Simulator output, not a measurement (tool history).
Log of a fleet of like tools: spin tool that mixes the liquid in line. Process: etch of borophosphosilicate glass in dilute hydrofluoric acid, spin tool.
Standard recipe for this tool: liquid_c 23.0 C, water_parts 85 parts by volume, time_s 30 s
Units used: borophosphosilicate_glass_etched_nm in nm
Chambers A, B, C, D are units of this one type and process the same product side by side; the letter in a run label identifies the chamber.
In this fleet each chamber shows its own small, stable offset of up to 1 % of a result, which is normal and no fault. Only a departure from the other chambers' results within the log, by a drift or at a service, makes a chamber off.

| run | hour | liquid_c | water_parts | time_s | hours since the thermometer was replaced | hours since the hydrofluoric acid flow meter was replaced | read-back film thickness of the borophosphosilicate glass reference wafer, read on the same gauge (nm) | borophosphosilicate_glass_etched_nm |
|---|---|---|---|---|---|---|---|---|
| 1D | 5.9 | 23.0 | 85 | 30 | 1150.9 | 575.5 | 110.03 | 23.5600 |
| 2B | 9.5 | 23.0 | 85 | 30 | 86.9 | 876.6 | 110.00 | 23.4980 |
| 3C | 14.3 | 23.0 | 85 | 30 | 1137.8 | 1057.8 | 109.96 | 23.7250 |
| 4A | 18.0 | 23.0 | 85 | 30 | 1032.1 | 519.5 | 110.01 | 23.8110 |
| 5D | 24.6 | 23.0 | 85 | 30 | 1169.6 | 594.2 | 110.00 | 23.2090 |
| 6B | 31.3 | 23.0 | 50 | 30 | 108.7 | 898.4 | 109.99 | 41.5680 |
| 7A | 35.9 | 23.0 | 50 | 30 | 1050.0 | 537.4 | 110.01 | 42.1300 |
| 8C | 41.1 | 23.0 | 50 | 30 | 1164.6 | 1084.6 | 110.00 | 41.3270 |
| 9A | 44.1 | 23.0 | 50 | 30 | 1058.2 | 545.6 | 110.01 | 41.5110 |
| 10C | 50.4 | 23.0 | 85 | 30 | 1173.9 | 1093.9 | 110.00 | 23.4260 |
| 11B | 54.9 | 23.0 | 85 | 30 | 132.3 | 922.0 | 110.03 | 23.3980 |
| 12D | 59.1 | 23.0 | 85 | 30 | 1204.1 | 628.7 | 110.00 | 22.7260 |
| 13A | 63.2 | 23.0 | 85 | 30 | 1077.3 | 564.7 | 110.04 | 23.9580 |
| 14B | 68.0 | 23.0 | 85 | 30 | 145.4 | 935.1 | 110.00 | 23.9580 |
| 15D | 74.4 | 23.0 | 85 | 30 | 1219.4 | 644.0 | 110.02 | 23.5060 |
| 16C | 79.7 | 23.0 | 85 | 30 | 1203.2 | 1123.2 | 109.97 | 24.0880 |
| 17B | 85.6 | 18.0 | 85 | 15 | 163.0 | 952.7 | 110.00 | 9.6349 |
| 18D | 90.4 | 18.0 | 85 | 15 | 1235.4 | 660.0 | 109.96 | 9.5581 |
| 19A | 94.8 | 18.0 | 85 | 15 | 1108.9 | 596.3 | 110.00 | 9.3114 |
| 20C | 100.5 | 18.0 | 85 | 15 | 1224.0 | 1144.0 | 110.02 | 10.3240 |
| 21B | 104.1 | 23.0 | 85 | 30 | 181.5 | 971.2 | 109.99 | 23.3690 |
| 22D | 108.7 | 23.0 | 85 | 30 | 1253.7 | 678.3 | 110.05 | 23.3900 |
| 23A | 111.8 | 23.0 | 85 | 30 | 1125.9 | 613.3 | 110.03 | 23.5460 |
| 24C | 118.4 | 23.0 | 85 | 30 | 1241.9 | 1161.9 | 109.97 | 25.2590 |
| 25A | 123.6 | 23.0 | 85 | 30 | 1137.7 | 625.1 | 109.98 | 23.6060 |
| 26C | 129.0 | 23.0 | 85 | 45 | 1252.5 | 1172.5 | 109.97 | 39.0280 |
| 27D | 133.7 | 23.0 | 85 | 45 | 1278.7 | 703.3 | 109.99 | 34.6100 |
| 28B | 136.9 | 23.0 | 85 | 45 | 214.3 | 1004.0 | 109.95 | 35.0520 |
| 29D | 142.0 | 23.0 | 85 | 45 | 1287.0 | 711.6 | 110.00 | 35.0210 |
| 30B | 145.6 | 23.0 | 85 | 30 | 223.0 | 1012.7 | 110.00 | 23.9680 |
| 31C | 149.3 | 19.5 | 85 | 30 | 1272.8 | 1192.8 | 110.00 | 22.7470 |
| 32A | 152.6 | 19.5 | 85 | 30 | 1166.7 | 654.1 | 109.97 | 20.3450 |
| 33D | 157.9 | 19.5 | 85 | 30 | 1302.9 | 727.5 | 110.00 | 20.3100 |
| 34B | 161.4 | 19.5 | 85 | 30 | 238.8 | 1028.5 | 110.02 | 20.5480 |

The same settings go to every chamber for the next run, one line per chamber below. Forecast the results for each:
| 35A | 166.3 | 23.0 | 85 | 30 |  |  |  | ? |
| 35B | 166.3 | 23.0 | 85 | 30 |  |  |  | ? |
| 35C | 166.3 | 23.0 | 85 | 30 |  |  |  | ? |
| 35D | 166.3 | 23.0 | 85 | 30 |  |  |  | ? |

| run | borophosphosilicate_glass_etched_nm |
|---|---|
| 35A | 23.4930 |
| 35B | 23.3570 |
| 35C | 26.4250 |
| 35D | 23.3180 |
